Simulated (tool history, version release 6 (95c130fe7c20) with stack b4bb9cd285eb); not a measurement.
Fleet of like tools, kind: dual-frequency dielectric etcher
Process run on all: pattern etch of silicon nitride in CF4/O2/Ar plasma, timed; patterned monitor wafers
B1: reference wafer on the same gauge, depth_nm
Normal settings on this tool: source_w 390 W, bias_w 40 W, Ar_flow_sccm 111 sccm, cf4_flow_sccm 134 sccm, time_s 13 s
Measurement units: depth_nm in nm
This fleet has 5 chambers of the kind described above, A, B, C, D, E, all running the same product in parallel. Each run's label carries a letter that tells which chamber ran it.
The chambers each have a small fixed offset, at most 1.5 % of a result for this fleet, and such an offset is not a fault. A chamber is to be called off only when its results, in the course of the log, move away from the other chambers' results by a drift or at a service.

run 1D hour=4.2 | source_w=390 bias_w=40 Ar_flow_sccm=111 cf4_flow_sccm=134 time_s=13 | B1=15.717 | depth_nm=18.598
run 2C hour=10.3 | source_w=390 bias_w=40 Ar_flow_sccm=111 cf4_flow_sccm=134 time_s=13 | B1=15.7 | depth_nm=18.438
run 3A hour=14.3 | source_w=390 bias_w=40 Ar_flow_sccm=111 cf4_flow_sccm=134 time_s=13 | B1=15.694 | depth_nm=18.811
run 4E hour=17.2 | source_w=390 bias_w=40 Ar_flow_sccm=111 cf4_flow_sccm=134 time_s=13 | B1=15.715 | depth_nm=18.806
run 5B hour=22.8 | source_w=390 bias_w=34 Ar_flow_sccm=111 cf4_flow_sccm=134 time_s=13 | B1=15.693 | depth_nm=17.724
run 6B hour=28 | source_w=390 bias_w=34 Ar_flow_sccm=111 cf4_flow_sccm=134 time_s=13 | B1=15.718 | depth_nm=17.61
run 7E hour=33.8 | source_w=390 bias_w=34 Ar_flow_sccm=111 cf4_flow_sccm=134 time_s=13 | B1=15.695 | depth_nm=17.842
run 8A hour=39.3 | source_w=390 bias_w=34 Ar_flow_sccm=111 cf4_flow_sccm=134 time_s=13 | B1=15.699 | depth_nm=17.745
run 9C hour=45.3 | source_w=390 bias_w=34 Ar_flow_sccm=111 cf4_flow_sccm=134 time_s=13 | B1=15.726 | depth_nm=17.598
run 10D hour=48.3 | source_w=390 bias_w=40 Ar_flow_sccm=111 cf4_flow_sccm=159 time_s=13 | B1=15.695 | depth_nm=18.854
run 11A hour=53 | source_w=390 bias_w=40 Ar_flow_sccm=111 cf4_flow_sccm=159 time_s=13 | B1=15.697 | depth_nm=18.994
run 12E hour=57.1 | source_w=390 bias_w=40 Ar_flow_sccm=111 cf4_flow_sccm=159 time_s=13 | B1=15.691 | depth_nm=19.009
-- hour=60.8 chamber D: wet clean of the chamber
run 13B hour=61.9 | source_w=390 bias_w=40 Ar_flow_sccm=111 cf4_flow_sccm=159 time_s=13 | B1=15.708 | depth_nm=19.242
run 14D hour=65.2 | source_w=390 bias_w=40 Ar_flow_sccm=111 cf4_flow_sccm=159 time_s=13 | B1=15.693 | depth_nm=19.884
run 15C hour=68.5 | source_w=390 bias_w=40 Ar_flow_sccm=111 cf4_flow_sccm=134 time_s=13 | B1=15.706 | depth_nm=18.722
run 16B hour=72 | source_w=390 bias_w=40 Ar_flow_sccm=111 cf4_flow_sccm=134 time_s=13 | B1=15.719 | depth_nm=18.615
run 17E hour=77.3 | source_w=390 bias_w=40 Ar_flow_sccm=111 cf4_flow_sccm=134 time_s=13 | B1=15.694 | depth_nm=18.674
run 18D hour=80.2 | source_w=390 bias_w=40 Ar_flow_sccm=111 cf4_flow_sccm=134 time_s=13 | B1=15.708 | depth_nm=19.413
run 19C hour=85.4 | source_w=390 bias_w=40 Ar_flow_sccm=111 cf4_flow_sccm=134 time_s=13 | B1=15.712 | depth_nm=18.534
run 20A hour=90 | source_w=390 bias_w=40 Ar_flow_sccm=111 cf4_flow_sccm=164 time_s=13 | B1=15.695 | depth_nm=19.254
run 21A hour=94.6 | source_w=390 bias_w=40 Ar_flow_sccm=111 cf4_flow_sccm=164 time_s=13 | B1=15.715 | depth_nm=19.281
run 22E hour=100 | source_w=390 bias_w=40 Ar_flow_sccm=111 cf4_flow_sccm=164 time_s=13 | B1=15.698 | depth_nm=19.079
run 23D hour=105.7 | source_w=390 bias_w=40 Ar_flow_sccm=111 cf4_flow_sccm=164 time_s=13 | B1=15.687 | depth_nm=19.868
run 24B hour=110.8 | source_w=390 bias_w=40 Ar_flow_sccm=111 cf4_flow_sccm=164 time_s=13 | B1=15.707 | depth_nm=19.222
run 25C hour=116.2 | source_w=390 bias_w=40 Ar_flow_sccm=111 cf4_flow_sccm=134 time_s=13 | B1=15.696 | depth_nm=18.492
-- hour=118.1 chamber B: source power generator calibrated
run 26A hour=121.1 | source_w=390 bias_w=40 Ar_flow_sccm=126 cf4_flow_sccm=134 time_s=10 | B1=15.695 | depth_nm=14.256
run 27E hour=124.5 | source_w=390 bias_w=40 Ar_flow_sccm=126 cf4_flow_sccm=134 time_s=10 | B1=15.72 | depth_nm=14.243
run 28D hour=128.2 | source_w=390 bias_w=40 Ar_flow_sccm=126 cf4_flow_sccm=134 time_s=10 | B1=15.691 | depth_nm=14.628
-- hour=129.2 chamber A: wet clean of the chamber
run 29B hour=132.2 | source_w=390 bias_w=40 Ar_flow_sccm=126 cf4_flow_sccm=134 time_s=10 | B1=15.72 | depth_nm=14.278
run 30C hour=138 | source_w=390 bias_w=40 Ar_flow_sccm=126 cf4_flow_sccm=134 time_s=10 | B1=15.706 | depth_nm=14.094
run 31C hour=142.3 | source_w=390 bias_w=40 Ar_flow_sccm=111 cf4_flow_sccm=116 time_s=10 | B1=15.687 | depth_nm=14.141
run 32E hour=148.2 | source_w=390 bias_w=40 Ar_flow_sccm=111 cf4_flow_sccm=116 time_s=10 | B1=15.697 | depth_nm=14.14
run 33D hour=151.2 | source_w=390 bias_w=40 Ar_flow_sccm=111 cf4_flow_sccm=116 time_s=10 | B1=15.689 | depth_nm=14.741
run 34B hour=156.6 | source_w=390 bias_w=40 Ar_flow_sccm=111 cf4_flow_sccm=116 time_s=10 | B1=15.732 | depth_nm=14.162
run 35A hour=160.9 | source_w=390 bias_w=40 Ar_flow_sccm=111 cf4_flow_sccm=116 time_s=10 | B1=15.693 | depth_nm=14.159
run 36C hour=166.7 | source_w=390 bias_w=40 Ar_flow_sccm=91 cf4_flow_sccm=134 time_s=10 | B1=15.7 | depth_nm=14.517

Has any chamber moved away from the others, gradually or after a service, or does the common gauge drift, or do the chambers differ only by their own small steady offsets? State the chamber and the most likely cause if one applies.

After it was serviced, chamber D no longer matches the other chambers.
Cause: etch rate over this chamber's usual, % = 4.84.

Here are 4 candidates for chamber D's next run, each the usual settings with a change, their results left as question marks. Which one brings its results back in line with what the others give on the usual settings?
In-line tolerance around the mean of the other chambers on the usual settings: depth_nm 0.33 nm
run 37D-1 hour=171.2 | source_w=390 bias_w=40 Ar_flow_sccm=111 cf4_flow_sccm=103 time_s=13 | depth_nm=?
run 37D-2 hour=171.2 | source_w=410 bias_w=40 Ar_flow_sccm=111 cf4_flow_sccm=134 time_s=13 | depth_nm=?
run 37D-3 hour=171.2 | source_w=390 bias_w=48 Ar_flow_sccm=111 cf4_flow_sccm=134 time_s=13 | depth_nm=?
run 37D-4 hour=171.2 | source_w=390 bias_w=33 Ar_flow_sccm=118 cf4_flow_sccm=134 time_s=13 | depth_nm=?

The mean the other chambers reach with the usual settings: depth_nm 18.689 nm
run=37D-1 depth_nm=18.853
run=37D-2 depth_nm=20.379
run=37D-3 depth_nm=20.835
run=37D-4 depth_nm=18.098
The right change is 37D-1: it brings the chamber back within the allowed miss of the others.
